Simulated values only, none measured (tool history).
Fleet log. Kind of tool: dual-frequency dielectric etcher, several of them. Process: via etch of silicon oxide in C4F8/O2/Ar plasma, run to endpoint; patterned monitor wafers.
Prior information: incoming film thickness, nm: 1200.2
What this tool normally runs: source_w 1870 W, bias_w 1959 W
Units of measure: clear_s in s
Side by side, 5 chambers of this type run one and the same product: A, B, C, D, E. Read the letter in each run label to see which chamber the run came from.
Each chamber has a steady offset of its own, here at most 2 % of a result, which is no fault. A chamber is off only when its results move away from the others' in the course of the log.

run,hour,source_w,bias_w,clear_s
1C,6.8,1870,1959,243.97
2D,15.5,1870,1959,245.32
3A,23.3,1870,1959,247.83
4E,28,1870,1959,248.38
5B,34.9,1870,1959,244.19
6D,41.1,1870,1959,244.56
7B,49.2,1870,2389,234.21
8C,59.1,1870,2389,230.54
9A,66.9,1870,2389,230.71
10E,75.1,1870,2389,234.94
11D,85.1,1870,2389,229.24
12E,92.8,1870,1959,249.19
13A,98.4,1870,1959,243.14
14B,105,1870,1959,244.09
15C,111.1,1870,1959,244.25
16A,118.8,2280,1959,227.22
17E,123.5,2280,1959,230.59
18D,128.4,2280,1959,225.28
# hour 131.6: chamber B: wet clean of the chamber
19B,134.1,2280,1959,227.53
# hour 134.7: chamber D: wet clean of the chamber
20C,139.3,2280,1959,224.55
# hour 147.3: chamber A: source power generator calibrated
21C,147.6,2110,1959,232.58
22D,153.6,2110,1959,227.06
23B,161,2110,1959,233.95
24A,166.8,2110,1959,234.92
25E,176.5,2110,1959,236.55
26C,184.6,1870,1959,242.27
27D,192.5,1870,1959,236.51
28E,199.1,1870,1959,249.81
# hour 202.7: chamber E: bias power generator calibrated
29A,208.2,1870,1959,244.09
30B,215,2120,2395,221.83
31C,224.6,2120,2395,219.11
32E,232.2,2120,2395,224.19
33B,239.2,2120,2395,219.68
34D,247,2120,2395,211.06
35A,252.1,1870,1959,243.36
# hour 258.3: chamber A: wet clean of the chamber
36B,261.2,1870,1959,246.89
37D,266,2100,1701,235.81
38C,274,2100,1701,245.86
39E,282.8,2100,1701,245.48
40A,288.9,2100,1701,243.61
41E,297.1,2100,1701,246.73
42D,303.7,1870,1959,236.27
43B,312.9,1870,1728,254.36

Read the log: is a single chamber off, either drifting away or since a service, is the gauge that measures every chamber drifting, or is nothing wrong beyond small per-chamber offsets? Name any odd chamber and what most likely caused it.

After it was serviced, chamber D no longer matches the other chambers.
Cause: etch rate over this chamber's usual, % = 3.69.

Which of the 4 candidates below, each the usual settings with something changed and its results left as question marks, puts chamber D back in line with what the other chambers give on the usual settings?
Allowed miss from the other chambers' usual-settings mean, per result, to count as in line: clear_s 4.8 s
44D-1,320.1,1680,1959,?
44D-2,320.1,1870,2229,?
44D-3,320.1,1640,1782,?
44D-4,320.1,2100,2136,?

The mean the other chambers reach with the usual settings: clear_s 245.48 s
run,clear_s
44D-1,246.28
44D-2,227.26
44D-3,255.57
44D-4,219.88
The right change is 44D-1: it brings the chamber back within the allowed miss of the others.

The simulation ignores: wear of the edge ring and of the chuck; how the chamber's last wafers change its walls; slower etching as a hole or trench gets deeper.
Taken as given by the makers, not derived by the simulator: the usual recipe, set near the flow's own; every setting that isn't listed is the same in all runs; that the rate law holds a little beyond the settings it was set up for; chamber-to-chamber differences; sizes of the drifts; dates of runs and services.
